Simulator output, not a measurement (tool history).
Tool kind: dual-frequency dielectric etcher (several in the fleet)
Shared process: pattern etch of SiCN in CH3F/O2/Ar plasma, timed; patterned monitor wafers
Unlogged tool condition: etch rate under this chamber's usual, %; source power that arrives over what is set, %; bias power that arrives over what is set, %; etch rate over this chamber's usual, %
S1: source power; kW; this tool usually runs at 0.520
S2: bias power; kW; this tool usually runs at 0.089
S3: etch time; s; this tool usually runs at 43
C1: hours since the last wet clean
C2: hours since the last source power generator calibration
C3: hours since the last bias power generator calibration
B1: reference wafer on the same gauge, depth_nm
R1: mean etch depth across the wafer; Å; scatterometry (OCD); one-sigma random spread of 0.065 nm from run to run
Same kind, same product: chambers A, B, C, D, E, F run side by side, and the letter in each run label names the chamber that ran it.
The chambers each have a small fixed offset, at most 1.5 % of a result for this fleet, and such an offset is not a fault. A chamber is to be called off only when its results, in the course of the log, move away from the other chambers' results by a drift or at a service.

At hour 7.2: chamber A: wet clean of the chamber.
Run 1E, hour 9.3: usual settings; C1 538.5; C2 1996.9; C3 800.8; B1 16.395. Result: R1 190.33 Å.
Run 2A, hour 15.7: usual settings; C1 8.6; C2 3231.6; C3 3915.2; B1 16.400. Result: R1 191.78 Å.
Run 3C, hour 22.8: usual settings; C1 412.1; C2 898.2; C3 204.8; B1 16.408. Result: R1 192.05 Å.
Run 4D, hour 32.1: usual settings; C1 96.3; C2 4123.6; C3 2297.4; B1 16.395. Result: R1 193.49 Å.
At hour 34.2: chamber A: source power generator calibrated.
Run 5F, hour 46.4: usual settings; C1 107.5; C2 819.0; C3 1799.7; B1 16.391. Result: R1 192.75 Å.
At hour 58.6: chamber E: wet clean of the chamber.
Run 6B, hour 60.5: usual settings; C1 331.8; C2 2041.3; C3 1159.6; B1 16.388. Result: R1 189.94 Å.
At hour 68.9: chamber E: source power generator calibrated.
Run 7B, hour 74.8: usual settings but S2 0.076 kW, S3 39 s; C1 346.1; C2 2055.6; C3 1173.9; B1 16.389. Result: R1 163.07 Å.
Run 8F, hour 81.6: usual settings but S2 0.076 kW, S3 39 s; C1 142.7; C2 854.2; C3 1834.9; B1 16.401. Result: R1 165.82 Å.
At hour 83.4: chamber A: bias power generator calibrated.
Run 9E, hour 93.6: usual settings but S2 0.076 kW, S3 39 s; C1 35.1; C2 24.8; C3 885.1; B1 16.393. Result: R1 163.36 Å.
Run 10A, hour 102.4: usual settings but S2 0.076 kW, S3 39 s; C1 95.3; C2 68.3; C3 19.0; B1 16.392. Result: R1 165.29 Å.
Run 11C, hour 112.7: usual settings but S2 0.076 kW, S3 39 s; C1 502.0; C2 988.1; C3 294.7; B1 16.395. Result: R1 164.65 Å.
Run 12D, hour 121.4: usual settings but S2 0.076 kW, S3 39 s; C1 185.6; C2 4212.9; C3 2386.7; B1 16.407. Result: R1 165.75 Å.
At hour 125.3: chamber B: wet clean of the chamber.
Run 13D, hour 129.4: usual settings; C1 193.6; C2 4220.9; C3 2394.7; B1 16.389. Result: R1 193.59 Å.
At hour 130.0: chamber C: wet clean of the chamber.
Run 14E, hour 138.4: usual settings but S1 0.590 kW, S2 0.074 kW; C1 79.9; C2 69.6; C3 929.9; B1 16.390. Result: R1 188.36 Å.
Run 15A, hour 148.0: usual settings but S1 0.590 kW, S2 0.074 kW; C1 140.9; C2 113.9; C3 64.6; B1 16.406. Result: R1 188.88 Å.
Run 16F, hour 154.8: usual settings but S1 0.590 kW, S2 0.074 kW; C1 215.9; C2 927.4; C3 1908.1; B1 16.390. Result: R1 189.94 Å.
Run 17B, hour 162.9: usual settings but S1 0.590 kW, S2 0.074 kW; C1 37.7; C2 2143.7; C3 1262.0; B1 16.401. Result: R1 185.14 Å.
Run 18C, hour 170.9: usual settings but S1 0.590 kW, S2 0.074 kW; C1 40.9; C2 1046.3; C3 352.9; B1 16.388. Result: R1 188.71 Å.
Run 19E, hour 182.6: usual settings but S1 0.590 kW, S2 0.074 kW; C1 124.1; C2 113.8; C3 974.1; B1 16.421. Result: R1 186.91 Å.
Run 20C, hour 190.9: usual settings; C1 60.9; C2 1066.3; C3 372.9; B1 16.404. Result: R1 192.25 Å.
Run 21F, hour 200.6: usual settings; C1 261.7; C2 973.2; C3 1953.9; B1 16.393. Result: R1 192.70 Å.
Run 22A, hour 214.7: usual settings; C1 207.6; C2 180.6; C3 131.3; B1 16.415. Result: R1 192.60 Å.
Run 23B, hour 225.8: usual settings; C1 100.6; C2 2206.6; C3 1324.9; B1 16.412. Result: R1 191.29 Å.
Run 24D, hour 235.0: usual settings; C1 299.2; C2 4326.5; C3 2500.3; B1 16.383. Result: R1 193.19 Å.
Run 25B, hour 242.5: usual settings; C1 117.3; C2 2223.3; C3 1341.6; B1 16.392. Result: R1 189.31 Å.
Run 26A, hour 252.0: usual settings; C1 244.9; C2 217.9; C3 168.6; B1 16.405. Result: R1 192.02 Å.
At hour 253.3: chamber B: source power generator calibrated.
Run 27E, hour 263.6: usual settings; C1 205.1; C2 194.8; C3 1055.1; B1 16.398. Result: R1 190.43 Å.
Run 28C, hour 270.8: usual settings; C1 140.8; C2 1146.2; C3 452.8; B1 16.407. Result: R1 191.96 Å.
Run 29D, hour 281.0: usual settings; C1 345.2; C2 4372.5; C3 2546.3; B1 16.403. Result: R1 193.11 Å.
Run 30F, hour 295.7: usual settings; C1 356.8; C2 1068.3; C3 2049.0; B1 16.421. Result: R1 192.91 Å.
Run 31D, hour 307.2: usual settings; C1 371.4; C2 4398.7; C3 2572.5; B1 16.401. Result: R1 192.92 Å.
Run 32E, hour 316.0: usual settings; C1 257.5; C2 247.2; C3 1107.5; B1 16.416. Result: R1 191.82 Å.
Run 33B, hour 325.0: usual settings; C1 199.8; C2 71.8; C3 1424.1; B1 16.390. Result: R1 190.57 Å.
Run 34C, hour 333.3: usual settings; C1 203.3; C2 1208.7; C3 515.3; B1 16.399. Result: R1 191.38 Å.
Run 35F, hour 346.9: usual settings; C1 408.0; C2 1119.5; C3 2100.2; B1 16.395. Result: R1 193.24 Å.
Run 36A, hour 357.8: usual settings; C1 350.7; C2 323.7; C3 274.4; B1 16.387. Result: R1 191.95 Å.

One chamber off, gauge drift, or nothing amiss beyond the chambers' own small offsets? If it is a chamber, which one, and what is the likeliest cause?

The fleet is healthy, with each chamber sitting at its usual small offset and no drift in the gauge.

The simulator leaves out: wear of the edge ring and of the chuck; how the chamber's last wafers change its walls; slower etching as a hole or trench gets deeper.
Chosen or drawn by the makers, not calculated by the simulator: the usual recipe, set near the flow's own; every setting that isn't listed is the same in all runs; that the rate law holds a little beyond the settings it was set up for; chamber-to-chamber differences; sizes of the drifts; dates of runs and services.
